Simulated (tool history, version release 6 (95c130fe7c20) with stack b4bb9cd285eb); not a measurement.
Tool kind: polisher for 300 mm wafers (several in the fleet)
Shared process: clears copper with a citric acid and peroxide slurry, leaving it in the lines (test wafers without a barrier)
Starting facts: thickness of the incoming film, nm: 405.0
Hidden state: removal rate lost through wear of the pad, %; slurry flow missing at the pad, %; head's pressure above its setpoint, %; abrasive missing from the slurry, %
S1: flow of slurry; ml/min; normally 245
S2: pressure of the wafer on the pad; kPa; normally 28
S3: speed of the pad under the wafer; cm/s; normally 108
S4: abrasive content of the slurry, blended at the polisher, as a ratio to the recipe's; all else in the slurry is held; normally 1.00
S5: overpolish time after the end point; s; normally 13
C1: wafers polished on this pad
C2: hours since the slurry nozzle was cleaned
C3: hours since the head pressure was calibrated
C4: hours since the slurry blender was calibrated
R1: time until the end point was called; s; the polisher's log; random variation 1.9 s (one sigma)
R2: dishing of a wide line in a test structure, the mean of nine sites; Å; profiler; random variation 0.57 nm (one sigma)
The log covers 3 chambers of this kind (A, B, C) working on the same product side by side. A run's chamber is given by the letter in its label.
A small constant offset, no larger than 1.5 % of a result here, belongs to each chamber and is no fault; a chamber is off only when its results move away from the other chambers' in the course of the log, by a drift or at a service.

-- hour=7.9 chamber A: worn pad replaced by a new one
run 1A hour=10.2 | S1=245 S2=28 S3=108 S4=1.00 S5=13 | C1=17 C2=297.8 C3=1062.5 C4=307.7 | R1=120.040 R2=316.08
run 2B hour=18.5 | S1=245 S2=28 S3=108 S4=1.00 S5=13 | C1=554 C2=32.8 C3=253.7 C4=47.4 | R1=115.510 R2=319.35
-- hour=29.0 chamber C: slurry blender recalibrated
run 3C hour=32.2 | S1=245 S2=28 S3=108 S4=1.00 S5=13 | C1=1005 C2=52.0 C3=427.6 C4=3.3 | R1=113.380 R2=314.48
run 4B hour=40.5 | S1=245 S2=28 S3=108 S4=1.00 S5=13 | C1=718 C2=54.8 C3=275.7 C4=69.4 | R1=113.960 R2=321.00
-- hour=44.8 chamber B: worn pad replaced by a new one
run 5C hour=54.0 | S1=245 S2=28 S3=108 S4=1.00 S5=13 | C1=1167 C2=73.8 C3=449.4 C4=25.1 | R1=111.610 R2=323.45
-- hour=63.2 chamber B: slurry blender recalibrated
run 6A hour=64.8 | S1=245 S2=28 S3=108 S4=1.00 S5=13 | C1=424 C2=352.4 C3=1117.1 C4=362.3 | R1=114.060 R2=316.88
run 7A hour=74.1 | S1=245 S2=28 S3=108 S4=1.00 S5=13 | C1=494 C2=361.7 C3=1126.4 C4=371.6 | R1=118.780 R2=311.16
-- hour=75.4 chamber C: worn pad replaced by a new one
run 8B hour=83.3 | S1=245 S2=28 S3=108 S4=1.00 S5=13 | C1=287 C2=97.6 C3=318.5 C4=20.1 | R1=112.900 R2=326.77
run 9C hour=92.7 | S1=245 S2=28 S3=108 S4=1.00 S5=13 | C1=129 C2=112.5 C3=488.1 C4=63.8 | R1=113.690 R2=330.01
-- hour=92.9 chamber A: slurry blender recalibrated
-- hour=105.1 chamber A: head pressure recalibrated
run 10C hour=105.5 | S1=245 S2=28 S3=108 S4=1.00 S5=13 | C1=224 C2=125.3 C3=500.9 C4=76.6 | R1=113.290 R2=309.06
-- hour=112.4 chamber A: worn pad replaced by a new one
run 11B hour=120.9 | S1=320 S2=28 S3=108 S4=1.15 S5=13 | C1=568 C2=135.2 C3=356.1 C4=57.7 | R1=108.370 R2=334.01
run 12A hour=136.1 | S1=320 S2=28 S3=108 S4=1.15 S5=13 | C1=177 C2=423.7 C3=31.1 C4=43.2 | R1=108.930 R2=329.60
run 13A hour=151.3 | S1=320 S2=28 S3=108 S4=1.15 S5=13 | C1=290 C2=438.9 C3=46.3 C4=58.4 | R1=107.350 R2=328.00
run 14B hour=157.9 | S1=245 S2=28 S3=108 S4=1.00 S5=13 | C1=844 C2=172.2 C3=393.1 C4=94.7 | R1=112.690 R2=323.07
-- hour=161.6 chamber B: worn pad replaced by a new one
-- hour=163.9 chamber B: slurry blender recalibrated
run 15C hour=168.7 | S1=245 S2=28 S3=108 S4=1.00 S5=13 | C1=696 C2=188.5 C3=564.1 C4=139.8 | R1=113.440 R2=313.71
-- hour=181.7 chamber C: slurry blender recalibrated
run 16A hour=181.8 | S1=245 S2=28 S3=108 S4=1.00 S5=13 | C1=518 C2=469.4 C3=76.8 C4=88.9 | R1=111.350 R2=319.07
-- hour=189.8 chamber B: head pressure recalibrated
run 17C hour=194.3 | S1=245 S2=28 S3=108 S4=1.00 S5=13 | C1=887 C2=214.1 C3=589.7 C4=12.7 | R1=113.900 R2=314.14
run 18B hour=203.7 | S1=245 S2=28 S3=108 S4=1.00 S5=13 | C1=314 C2=218.0 C3=13.9 C4=39.8 | R1=109.800 R2=305.34
-- hour=211.1 chamber A: worn pad replaced by a new one
run 19A hour=215.6 | S1=245 S2=28 S3=108 S4=1.00 S5=13 | C1=33 C2=503.2 C3=110.6 C4=122.7 | R1=116.970 R2=317.28
run 20B hour=229.3 | S1=245 S2=28 S3=108 S4=1.25 S5=13 | C1=506 C2=243.6 C3=39.5 C4=65.4 | R1=107.250 R2=329.16
run 21C hour=239.7 | S1=245 S2=28 S3=108 S4=1.25 S5=13 | C1=1226 C2=259.5 C3=635.1 C4=58.1 | R1=109.740 R2=334.62
run 22A hour=247.5 | S1=245 S2=28 S3=108 S4=1.25 S5=13 | C1=271 C2=535.1 C3=142.5 C4=154.6 | R1=112.080 R2=319.46
run 23C hour=257.5 | S1=245 S2=28 S3=108 S4=1.00 S5=13 | C1=1359 C2=277.3 C3=652.9 C4=75.9 | R1=115.390 R2=311.82
-- hour=259.5 chamber C: worn pad replaced by a new one
run 24B hour=264.2 | S1=245 S2=28 S3=108 S4=1.00 S5=19 | C1=766 C2=278.5 C3=74.4 C4=100.3 | R1=111.850 R2=431.86
-- hour=272.4 chamber B: worn pad replaced by a new one
run 25B hour=275.8 | S1=245 S2=28 S3=108 S4=1.00 S5=19 | C1=26 C2=290.1 C3=86.0 C4=111.9 | R1=113.210 R2=426.42
-- hour=282.5 chamber B: slurry blender recalibrated
run 26A hour=290.1 | S1=245 S2=28 S3=108 S4=1.00 S5=19 | C1=589 C2=577.7 C3=185.1 C4=197.2 | R1=114.970 R2=436.10
run 27C hour=299.4 | S1=245 S2=28 S3=108 S4=1.00 S5=13 | C1=298 C2=319.2 C3=694.8 C4=117.8 | R1=112.300 R2=328.19
-- hour=306.3 chamber A: worn pad replaced by a new one
run 28B hour=307.3 | S1=245 S2=28 S3=108 S4=1.00 S5=13 | C1=261 C2=321.6 C3=117.5 C4=24.9 | R1=112.940 R2=322.20
run 29A hour=314.8 | S1=245 S2=28 S3=108 S4=1.00 S5=13 | C1=63 C2=602.4 C3=209.8 C4=221.9 | R1=118.330 R2=322.79
run 30C hour=324.2 | S1=245 S2=28 S3=108 S4=1.00 S5=13 | C1=483 C2=344.0 C3=719.6 C4=142.6 | R1=115.310 R2=313.39
-- hour=330.7 chamber C: slurry blender recalibrated
run 31A hour=338.6 | S1=245 S2=28 S3=108 S4=1.00 S5=13 | C1=241 C2=626.2 C3=233.6 C4=245.7 | R1=113.550 R2=318.37
run 32C hour=351.1 | S1=245 S2=28 S3=108 S4=1.00 S5=13 | C1=684 C2=370.9 C3=746.5 C4=20.5 | R1=112.630 R2=310.34
run 33B hour=360.3 | S1=245 S2=28 S3=108 S4=1.00 S5=13 | C1=656 C2=374.6 C3=170.5 C4=77.9 | R1=117.370 R2=321.85
run 34A hour=369.6 | S1=245 S2=28 S3=108 S4=1.00 S5=13 | C1=472 C2=657.2 C3=264.6 C4=276.7 | R1=116.330 R2=324.31
-- hour=374.8 chamber B: slurry blender recalibrated
run 35B hour=382.2 | S1=245 S2=28 S3=108 S4=1.00 S5=13 | C1=820 C2=396.5 C3=192.4 C4=7.4 | R1=113.090 R2=322.22
run 36C hour=393.2 | S1=245 S2=28 S3=72 S4=1.00 S5=13 | C1=998 C2=413.0 C3=788.6 C4=62.6 | R1=170.380 R2=227.32
-- hour=393.4 chamber B: worn pad replaced by a new one
-- hour=401.3 chamber A: worn pad replaced by a new one
run 37C hour=408.1 | S1=245 S2=28 S3=72 S4=1.00 S5=13 | C1=1109 C2=427.9 C3=803.5 C4=77.5 | R1=164.120 R2=229.59
-- hour=409.6 chamber C: worn pad replaced by a new one
run 38B hour=420.0 | S1=245 S2=28 S3=72 S4=1.00 S5=13 | C1=199 C2=434.3 C3=230.2 C4=45.2 | R1=164.410 R2=222.89
run 39A hour=431.9 | S1=245 S2=28 S3=108 S4=1.00 S5=13 | C1=229 C2=719.5 C3=326.9 C4=339.0 | R1=116.710 R2=322.02
run 40B hour=443.7 | S1=245 S2=28 S3=108 S4=1.00 S5=13 | C1=375 C2=458.0 C3=253.9 C4=68.9 | R1=112.670 R2=315.92
run 41C hour=458.3 | S1=245 S2=28 S3=132 S4=1.00 S5=13 | C1=363 C2=478.1 C3=853.7 C4=127.7 | R1=93.996 R2=370.41
-- hour=463.5 chamber A: slurry blender recalibrated
run 42A hour=466.7 | S1=245 S2=28 S3=132 S4=1.00 S5=13 | C1=488 C2=754.3 C3=361.7 C4=3.2 | R1=97.075 R2=369.59

Is one chamber off against the others, does the gauge drift, or is nothing wrong? If a chamber is off, say which, and what the likeliest cause is.

All chambers stay in line apart from their small fixed offsets, and the gauge does not drift.

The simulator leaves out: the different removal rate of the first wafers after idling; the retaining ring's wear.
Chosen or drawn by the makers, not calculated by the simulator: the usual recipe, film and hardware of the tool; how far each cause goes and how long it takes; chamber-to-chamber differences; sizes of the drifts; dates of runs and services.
